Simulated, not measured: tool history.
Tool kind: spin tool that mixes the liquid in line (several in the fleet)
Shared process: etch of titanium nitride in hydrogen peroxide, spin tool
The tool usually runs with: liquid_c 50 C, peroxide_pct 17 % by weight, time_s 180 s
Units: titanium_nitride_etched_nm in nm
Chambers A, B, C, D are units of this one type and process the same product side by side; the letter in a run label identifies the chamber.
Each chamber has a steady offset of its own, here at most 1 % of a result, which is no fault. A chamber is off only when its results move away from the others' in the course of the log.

| run | hour | liquid_c | peroxide_pct | time_s | hours since the thermometer was replaced | hours since the peroxide flow meter was replaced | hours since the heated supply line was repaired | hours since the drum of peroxide was connected | read-back film thickness of the titanium nitride reference wafer, read on the same gauge (nm) | titanium_nitride_etched_nm |
|---|---|---|---|---|---|---|---|---|---|---|
| 1A | 4.7 | 50 | 17 | 180 | 737.4 | 351.4 | 1977.7 | 256.6 | 130.02 | 14.4150 |
|  | 5.2 | chamber C: heated supply line repaired |
| 2B | 15.4 | 50 | 17 | 180 | 755.2 | 69.9 | 1196.9 | 23.2 | 130.03 | 14.3000 |
| 3D | 25.2 | 50 | 17 | 180 | 420.6 | 292.3 | 453.7 | 26.3 | 130.03 | 14.2320 |
| 4C | 33.7 | 50 | 17 | 180 | 1336.9 | 1026.3 | 28.6 | 113.0 | 129.98 | 14.3390 |
| 5A | 39.4 | 50 | 17 | 180 | 772.1 | 386.1 | 2012.4 | 291.3 | 129.99 | 14.5280 |
| 6B | 49.2 | 54 | 17 | 180 | 789.0 | 103.7 | 1230.7 | 57.0 | 129.98 | 19.0050 |
| 7C | 57.6 | 54 | 17 | 180 | 1360.8 | 1050.2 | 52.5 | 136.9 | 130.02 | 18.8850 |
| 8D | 68.2 | 54 | 17 | 180 | 463.6 | 335.3 | 496.7 | 69.3 | 129.99 | 18.9240 |
| 9B | 77.8 | 54 | 17 | 180 | 817.6 | 132.3 | 1259.3 | 85.6 | 129.94 | 19.0460 |
| 10A | 83.6 | 50 | 17 | 80 | 816.3 | 430.3 | 2056.6 | 335.5 | 130.00 | 6.4414 |
| 11C | 93.5 | 50 | 17 | 80 | 1396.7 | 1086.1 | 88.4 | 172.8 | 130.01 | 6.3376 |
| 12D | 101.0 | 50 | 17 | 80 | 496.4 | 368.1 | 529.5 | 102.1 | 129.95 | 6.4060 |
| 13B | 108.2 | 50 | 17 | 80 | 848.0 | 162.7 | 1289.7 | 116.0 | 129.98 | 6.2914 |
| 14A | 114.4 | 50 | 17 | 180 | 847.1 | 461.1 | 2087.4 | 366.3 | 130.04 | 14.5740 |
| 15C | 121.7 | 50 | 17 | 180 | 1424.9 | 1114.3 | 116.6 | 201.0 | 130.00 | 14.3210 |
| 16D | 130.4 | 50 | 17 | 180 | 525.8 | 397.5 | 558.9 | 131.5 | 130.00 | 14.3300 |
| 17D | 138.2 | 50 | 17 | 180 | 533.6 | 405.3 | 566.7 | 139.3 | 129.98 | 14.3770 |
| 18C | 145.3 | 50 | 17 | 180 | 1448.5 | 1137.9 | 140.2 | 224.6 | 130.00 | 14.2520 |
| 19A | 151.8 | 50 | 17 | 180 | 884.5 | 498.5 | 2124.8 | 403.7 | 129.97 | 14.6160 |
| 20B | 157.2 | 50 | 17 | 180 | 897.0 | 211.7 | 1338.7 | 165.0 | 129.95 | 14.0230 |
| 21C | 162.2 | 50 | 17 | 180 | 1465.4 | 1154.8 | 157.1 | 241.5 | 130.02 | 14.2240 |
| 22D | 170.3 | 50 | 17 | 180 | 565.7 | 437.4 | 598.8 | 171.4 | 130.01 | 14.2330 |
| 23B | 175.5 | 50 | 17 | 180 | 915.3 | 230.0 | 1357.0 | 183.3 | 129.96 | 13.8050 |
| 24A | 185.9 | 50 | 17 | 180 | 918.6 | 532.6 | 2158.9 | 437.8 | 129.98 | 14.4920 |
| 25B | 191.1 | 50 | 17 | 180 | 930.9 | 245.6 | 1372.6 | 198.9 | 130.00 | 13.8720 |

Next, all 4 chambers run the settings below, one line each with question marks for the results. What does each chamber give?
| 26A | 198.9 | 50 | 17 | 180 |  |  |  |  |  | ? |
| 26B | 198.9 | 50 | 17 | 180 |  |  |  |  |  | ? |
| 26C | 198.9 | 50 | 17 | 180 |  |  |  |  |  | ? |
| 26D | 198.9 | 50 | 17 | 180 |  |  |  |  |  | ? |

| run | titanium_nitride_etched_nm |
|---|---|
| 26A | 14.4630 |
| 26B | 13.7810 |
| 26C | 14.2040 |
| 26D | 14.4280 |
